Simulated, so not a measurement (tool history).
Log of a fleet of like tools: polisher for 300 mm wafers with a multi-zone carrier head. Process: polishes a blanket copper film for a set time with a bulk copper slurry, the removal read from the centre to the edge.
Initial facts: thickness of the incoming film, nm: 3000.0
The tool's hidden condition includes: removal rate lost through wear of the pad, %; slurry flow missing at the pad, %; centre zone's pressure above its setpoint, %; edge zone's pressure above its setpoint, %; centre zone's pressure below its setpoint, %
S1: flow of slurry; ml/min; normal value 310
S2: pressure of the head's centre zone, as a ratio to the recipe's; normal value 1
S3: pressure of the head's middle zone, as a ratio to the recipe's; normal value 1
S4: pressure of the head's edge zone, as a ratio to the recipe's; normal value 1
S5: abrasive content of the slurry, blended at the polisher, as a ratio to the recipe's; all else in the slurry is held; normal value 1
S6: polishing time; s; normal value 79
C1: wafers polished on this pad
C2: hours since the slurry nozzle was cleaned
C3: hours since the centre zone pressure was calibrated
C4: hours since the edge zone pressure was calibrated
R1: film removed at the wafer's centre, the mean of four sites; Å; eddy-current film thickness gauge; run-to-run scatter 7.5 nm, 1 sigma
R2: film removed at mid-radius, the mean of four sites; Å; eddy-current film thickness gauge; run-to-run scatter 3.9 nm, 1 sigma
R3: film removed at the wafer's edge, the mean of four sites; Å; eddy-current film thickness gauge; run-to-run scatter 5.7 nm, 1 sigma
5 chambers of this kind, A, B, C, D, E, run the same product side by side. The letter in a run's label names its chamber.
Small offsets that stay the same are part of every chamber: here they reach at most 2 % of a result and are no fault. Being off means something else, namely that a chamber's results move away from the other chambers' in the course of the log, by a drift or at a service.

run	hour	S1	S2	S3	S4	S5	S6	C1	C2	C3	C4	R1	R2	R3
1D	3.5	310	1	1	1	1	79	399	69.8	100.7	450.7	6213.1	6249.3	6139.4
2E	6.5	310	1	1	1	1	79	245	639.5	1149.2	606.1	6434.2	6188.5	6347.7
# hour 6.6: chamber C: worn pad replaced by a new one
3C	9.8	310	1	1	1	1	79	43	272.2	327.8	488.8	6346.2	6219.1	6316.9
4A	15.1	310	1	1	1	1	79	664	659.9	685.7	117.6	6240.6	6156.9	6067.5
5B	19.5	310	1	1	1	1	79	310	576.1	116.4	111.6	6061.9	6227.8	6228.6
6C	23	310	1	1	1	1	79	218	285.4	341	502	6326.9	6220.9	6241.2
# hour 24.3: chamber A: slurry nozzle cleaned
7D	26.7	310	1	1	1	1	79	707	93	123.9	473.9	6099.6	6162.7	6201.3
8B	30.9	310	1	1	1	1	79	462	587.5	127.8	123	5982	6204.2	6412.3
9E	36	310	1	0.93	0.94	1	79	636	669	1178.7	635.6	6275.4	5788.4	6117.9
10A	38.5	310	1	0.93	0.94	1	79	975	14.2	709.1	141	6125.9	5752.8	6003.5
# hour 38.6: chamber A: worn pad replaced by a new one
11B	41.9	310	1	0.93	0.94	1	79	608	598.5	138.8	134	6167.6	5773.1	6028.3
12C	46.4	310	1	0.93	0.94	1	79	529	308.8	364.4	525.4	6146.1	5762.5	6063.4
13A	50.6	310	1	0.93	0.94	1	79	159	26.3	721.2	153.1	6277.2	5775.7	5977.6
14E	55.7	310	1	1	1	1	79	898	688.7	1198.4	655.3	6220.6	6100.3	6276.7
# hour 56.8: chamber D: worn pad replaced by a new one
# hour 57: chamber C: slurry nozzle cleaned
15D	58.7	310	1	1	1	1	79	25	125	155.9	505.9	6242.2	6218.3	6291.8
# hour 62.2: chamber E: centre zone pressure recalibrated
16D	63.1	310	1	1	1	1	79	83	129.4	160.3	510.3	6049.8	6271.5	6177.8
17C	67.2	310	1	0.89	1	0.85	79	806	10.2	385.2	546.2	6150.7	5384.8	5919.5
18A	69.9	310	1	0.89	1	0.85	79	415	45.6	740.5	172.4	5996.8	5366.5	5900.9
# hour 71.7: chamber E: worn pad replaced by a new one
# hour 72.2: chamber C: worn pad replaced by a new one
19B	73.1	310	1	0.89	1	0.85	79	1022	629.7	170	165.2	6067.3	5426.1	6179.7
20E	76.3	310	1	0.89	1	0.85	79	61	709.3	14.1	675.9	5357.4	5434	6120
21C	80.2	310	1	0.89	1	0.85	79	107	23.2	398.2	559.2	5987.6	5433.6	6064.2
22E	82.6	310	1	1	1	1	79	145	715.6	20.4	682.2	5635.3	6217	6423.8
# hour 84.6: chamber B: worn pad replaced by a new one
23D	85.9	310	1	1	1	1	79	386	152.2	183.1	533.1	6097.9	6243.4	6243.5
24A	89.2	310	1	1	1	1	79	672	64.9	759.8	191.7	6183.5	6156.6	6163.6
# hour 91: chamber B: slurry nozzle cleaned
25B	92.4	310	1	1	1	1	79	104	1.5	189.3	184.5	6178.9	6229.9	6261.8
26B	95.7	310	1	1	1	1	79	148	4.8	192.6	187.8	6112.6	6253.7	6220.6
27C	98.5	310	1	1	1	1	79	350	41.5	416.5	577.5	6351.2	6219.8	6252.3
28A	101.9	310	1	1	1	1	79	840	77.6	772.5	204.4	6290	6118.2	6242.2
29E	106.4	310	1	1	1	1	79	461	739.4	44.2	706	5565.1	6173.7	6351.9
30D	109	380	1	1	1	1	79	693	175.3	206.2	556.2	6399.4	6318.6	6196
31E	111.5	380	1	1	1	1	79	529	744.5	49.3	711.1	5747.4	6290.7	6381
32C	115.1	380	1	1	1	1	79	570	58.1	433.1	594.1	6381.7	6270.6	6273.2
33B	120.1	380	1	1	1	1	79	472	29.2	217	212.2	6353.1	6373.9	6364.1
34D	124.6	380	1	1	1	1	79	900	190.9	221.8	571.8	6197	6272.2	6271.2

All 5 chambers run these settings next. Forecast each chamber's results:
35A	128.4	310	1	1	1	1	79					?	?	?
35B	128.4	310	1	1	1	1	79					?	?	?
35C	128.4	310	1	1	1	1	79					?	?	?
35D	128.4	310	1	1	1	1	79					?	?	?
35E	128.4	310	1	1	1	1	79					?	?	?

run	R1	R2	R3
35A	6204.4	6203.4	6132
35B	6102.3	6246.3	6311
35C	6235.5	6168.8	6224.8
35D	6090.8	6127.3	6160.7
35E	5464.9	6202.7	6235.6

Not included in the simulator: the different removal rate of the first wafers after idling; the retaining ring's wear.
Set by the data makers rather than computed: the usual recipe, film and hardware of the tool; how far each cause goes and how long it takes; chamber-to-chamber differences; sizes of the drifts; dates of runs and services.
